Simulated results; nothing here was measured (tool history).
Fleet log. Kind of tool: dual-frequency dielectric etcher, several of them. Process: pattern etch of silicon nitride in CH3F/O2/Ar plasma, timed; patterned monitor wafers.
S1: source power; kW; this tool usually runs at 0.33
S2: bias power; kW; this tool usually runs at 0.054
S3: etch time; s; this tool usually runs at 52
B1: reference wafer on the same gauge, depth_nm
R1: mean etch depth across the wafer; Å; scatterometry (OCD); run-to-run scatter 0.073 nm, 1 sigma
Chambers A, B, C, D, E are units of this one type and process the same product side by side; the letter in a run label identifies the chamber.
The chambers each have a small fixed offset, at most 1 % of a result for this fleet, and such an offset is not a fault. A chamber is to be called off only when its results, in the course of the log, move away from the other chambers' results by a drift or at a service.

Run 1E, day 0.292: usual settings; B1 31.212. Result: R1 307.8 Å.
Run 2B, day 0.629: usual settings; B1 31.204. Result: R1 310.11 Å.
At day 0.958: chamber B: source power generator calibrated.
Run 3D, day 0.979: usual settings; B1 31.2. Result: R1 304.05 Å.
At day 1.083: chamber B: bias power generator calibrated.
Run 4A, day 1.175: usual settings; B1 31.198. Result: R1 307.73 Å.
Run 5C, day 1.388: usual settings but S3 58 s; B1 31.188. Result: R1 341.09 Å.
Run 6B, day 1.771: usual settings but S3 58 s; B1 31.172. Result: R1 345.86 Å.
Run 7D, day 2.021: usual settings but S3 58 s; B1 31.2. Result: R1 340.17 Å.
Run 8C, day 2.267: usual settings but S3 58 s; B1 31.206. Result: R1 341.38 Å.
Run 9E, day 2.612: usual settings but S3 58 s; B1 31.216. Result: R1 342.84 Å.
Run 10A, day 2.854: usual settings; B1 31.205. Result: R1 309.33 Å.
Run 11B, day 3.146: usual settings; B1 31.195. Result: R1 309.82 Å.
Run 12D, day 3.471: usual settings; B1 31.197. Result: R1 305.07 Å.
Run 13C, day 3.783: usual settings; B1 31.212. Result: R1 306.95 Å.
Run 14A, day 3.967: usual settings; B1 31.2. Result: R1 309.24 Å.
Run 15E, day 4.162: usual settings; B1 31.21. Result: R1 307.16 Å.
Run 16B, day 4.446: usual settings; B1 31.2. Result: R1 310.45 Å.
Run 17E, day 4.8: usual settings but S3 57.5 s; B1 31.197. Result: R1 338.5 Å.
Run 18C, day 5.033: usual settings but S3 57.5 s; B1 31.197. Result: R1 337.23 Å.
Run 19A, day 5.371: usual settings but S3 57.5 s; B1 31.189. Result: R1 339.65 Å.
Run 20D, day 5.629: usual settings but S3 57.5 s; B1 31.184. Result: R1 338.02 Å.
Run 21E, day 5.917: usual settings but S3 57.5 s; B1 31.212. Result: R1 340.97 Å.
Run 22C, day 6.146: usual settings but S1 0.28 kW; B1 31.189. Result: R1 285.23 Å.
Run 23B, day 6.512: usual settings but S1 0.28 kW; B1 31.21. Result: R1 292.56 Å.
Run 24D, day 6.854: usual settings but S1 0.28 kW; B1 31.191. Result: R1 285.58 Å.
Run 25A, day 7.075: usual settings but S1 0.28 kW; B1 31.196. Result: R1 291.84 Å.
Run 26A, day 7.383: usual settings but S1 0.28 kW; B1 31.224. Result: R1 289.78 Å.
Run 27D, day 7.696: usual settings; B1 31.204. Result: R1 304.9 Å.
Run 28E, day 7.896: usual settings; B1 31.18. Result: R1 307.1 Å.
At day 7.925: chamber D: wet clean of the chamber.
Run 29C, day 8.104: usual settings; B1 31.217. Result: R1 302.95 Å.
At day 8.121: chamber B: wet clean of the chamber.
Run 30B, day 8.388: usual settings; B1 31.193. Result: R1 309.48 Å.
Run 31C, day 8.612: usual settings but S1 0.36 kW, S2 0.047 kW; B1 31.197. Result: R1 301.12 Å.
Run 32A, day 8.9: usual settings but S1 0.36 kW, S2 0.047 kW; B1 31.205. Result: R1 304.8 Å.
Run 33E, day 9.125: usual settings but S1 0.36 kW, S2 0.047 kW; B1 31.205. Result: R1 304.47 Å.
Run 34B, day 9.421: usual settings but S1 0.36 kW, S2 0.047 kW; B1 31.205. Result: R1 305.74 Å.
Run 35D, day 9.638: usual settings but S1 0.36 kW, S2 0.047 kW; B1 31.198. Result: R1 301.39 Å.
Run 36A, day 9.871: usual settings but S1 0.26 kW, S3 62 s; B1 31.205. Result: R1 336.22 Å.
Run 37D, day 10.138: usual settings but S1 0.26 kW, S3 62 s; B1 31.173. Result: R1 332.28 Å.
Run 38E, day 10.467: usual settings but S1 0.26 kW, S3 62 s; B1 31.206. Result: R1 333.96 Å.

Which is it: a chamber that has drifted or been left off by a service, a gauge drift common to all chambers, or only each chamber's usual small offset? If a chamber is off, name it and its likeliest cause.

Little by little, chamber C moves away from the other chambers.
What lies behind it: etch rate under this chamber's usual, % = 1.55.
Not necessarily distinguishable in this log from: source power that arrives under what is set, %; bias power that arrives under what is set, %.

Below are 4 candidate recipes for chamber C's next run, each the usual settings with a change, their results shown as question marks. Which of them brings C's results back in line with what the other chambers give on the usual settings?
In line means no further than this from the other chambers' mean on the usual settings: R1 2.5 Å
Run 39C-1, day 10.742: usual settings but S3 53 s. Result: R1 ?.
Run 39C-2, day 10.742: usual settings but S1 0.31 kW, S2 0.051 kW. Result: R1 ?.
Run 39C-3, day 10.742: usual settings but S2 0.055 kW, S3 54 s. Result: R1 ?.
Run 39C-4, day 10.742: usual settings but S3 51 s. Result: R1 ?.

The other chambers' mean on the usual settings: R1 307.97 Å
  run      R1
39C-1  307.86
39C-2  289.33
39C-3  315.56
39C-4  296.24
With 39C-1, the chamber falls back in line with the rest.

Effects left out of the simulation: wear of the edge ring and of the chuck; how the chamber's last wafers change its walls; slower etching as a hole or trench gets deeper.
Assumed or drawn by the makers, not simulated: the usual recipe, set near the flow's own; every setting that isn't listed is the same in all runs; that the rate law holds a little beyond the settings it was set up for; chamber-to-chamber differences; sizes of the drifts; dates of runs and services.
